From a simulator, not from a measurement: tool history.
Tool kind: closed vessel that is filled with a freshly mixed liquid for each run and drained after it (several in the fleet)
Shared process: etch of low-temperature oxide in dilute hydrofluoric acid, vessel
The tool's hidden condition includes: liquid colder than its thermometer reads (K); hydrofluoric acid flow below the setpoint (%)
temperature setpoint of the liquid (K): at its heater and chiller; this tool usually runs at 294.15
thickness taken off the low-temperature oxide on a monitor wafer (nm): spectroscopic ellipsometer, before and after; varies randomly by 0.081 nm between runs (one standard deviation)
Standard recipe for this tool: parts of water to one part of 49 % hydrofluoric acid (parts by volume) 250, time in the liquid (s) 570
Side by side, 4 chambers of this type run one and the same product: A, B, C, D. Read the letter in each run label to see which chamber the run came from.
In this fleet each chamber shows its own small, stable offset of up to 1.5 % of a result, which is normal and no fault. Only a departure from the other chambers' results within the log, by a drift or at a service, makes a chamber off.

| run | hour | temperature setpoint of the liquid (K) | parts of water to one part of 49 % hydrofluoric acid (parts by volume) | time in the liquid (s) | hours since the thermometer was replaced | hours since the hydrofluoric acid flow meter was replaced | read-back film thickness of the low-temperature oxide reference wafer, read on the same gauge (nm) | thickness taken off the low-temperature oxide on a monitor wafer (nm) |
|---|---|---|---|---|---|---|---|---|
| 1D | 8.4 | 294.15 | 250 | 570 | 1405.8 | 923.5 | 49.937 | 18.4630 |
| 2B | 16.9 | 294.15 | 250 | 570 | 370.4 | 393.9 | 49.984 | 18.4230 |
| 3A | 32.5 | 294.15 | 250 | 570 | 1028.5 | 1147.6 | 49.964 | 18.5750 |
| 4C | 40.4 | 294.15 | 250 | 570 | 282.6 | 1490.5 | 50.043 | 18.1630 |
| 5C | 53.2 | 294.15 | 250 | 570 | 295.4 | 1503.3 | 50.034 | 18.3850 |
| 6D | 61.3 | 294.15 | 250 | 570 | 1458.7 | 976.4 | 49.974 | 18.5870 |
| 7A | 76.4 | 294.15 | 250 | 570 | 1072.4 | 1191.5 | 50.002 | 18.5870 |
| 8B | 83.2 | 294.15 | 310 | 245 | 436.7 | 460.2 | 49.961 | 6.0396 |
| 9C | 93.1 | 294.15 | 310 | 245 | 335.3 | 1543.2 | 49.952 | 6.0182 |
| 10A | 105.4 | 294.15 | 310 | 245 | 1101.4 | 1220.5 | 50.018 | 6.0559 |
| 11B | 116.5 | 294.15 | 310 | 245 | 470.0 | 493.5 | 49.967 | 6.0654 |
| 12D | 128.9 | 294.15 | 250 | 570 | 1526.3 | 1044.0 | 50.033 | 18.3110 |
| 13D | 136.2 | 294.15 | 250 | 570 | 1533.6 | 1051.3 | 50.015 | 18.4870 |
| 14C | 150.9 | 294.15 | 250 | 570 | 393.1 | 1601.0 | 49.992 | 18.4320 |
| 15A | 163.1 | 294.15 | 155 | 680 | 1159.1 | 1278.2 | 49.989 | 39.4950 |
| 16B | 177.1 | 294.15 | 155 | 680 | 530.6 | 554.1 | 49.994 | 38.5850 |
| 17C | 190.1 | 294.15 | 155 | 680 | 432.3 | 1640.2 | 49.993 | 39.1880 |
| 18A | 197.7 | 294.15 | 155 | 680 | 1193.7 | 1312.8 | 49.975 | 39.4470 |
| 19B | 209.2 | 294.15 | 250 | 570 | 562.7 | 586.2 | 50.011 | 18.3880 |
| 20D | 223.3 | 294.15 | 250 | 570 | 1620.7 | 1138.4 | 49.990 | 18.3730 |
| 21B | 233.4 | 294.15 | 250 | 570 | 586.9 | 610.4 | 50.045 | 18.2740 |
| 22A | 248.1 | 294.15 | 250 | 570 | 1244.1 | 1363.2 | 50.004 | 18.4090 |
| 23D | 259.4 | 294.15 | 250 | 570 | 1656.8 | 1174.5 | 50.034 | 18.6200 |
| 24C | 268.3 | 294.15 | 250 | 570 | 510.5 | 1718.4 | 50.016 | 18.3930 |
| 25A | 281.4 | 294.15 | 250 | 570 | 1277.4 | 1396.5 | 49.971 | 18.6160 |
| 26D | 289.1 | 294.15 | 250 | 570 | 1686.5 | 1204.2 | 50.040 | 18.4860 |
| 27C | 300.9 | 294.15 | 250 | 570 | 543.1 | 1751.0 | 50.007 | 18.2250 |
| 28B | 310.4 | 294.15 | 250 | 570 | 663.9 | 687.4 | 50.023 | 18.3260 |
| 29C | 321.6 | 294.15 | 250 | 570 | 563.8 | 1771.7 | 49.984 | 18.4180 |
| 30A | 335.5 | 294.15 | 250 | 870 | 1331.5 | 1450.6 | 49.979 | 28.4320 |

Which is it: a chamber that has drifted or been left off by a service, a gauge drift common to all chambers, or only each chamber's usual small offset? If a chamber is off, name it and its likeliest cause.

Neither any chamber nor the gauge drifts; the chambers differ only by their own small, steady offsets.
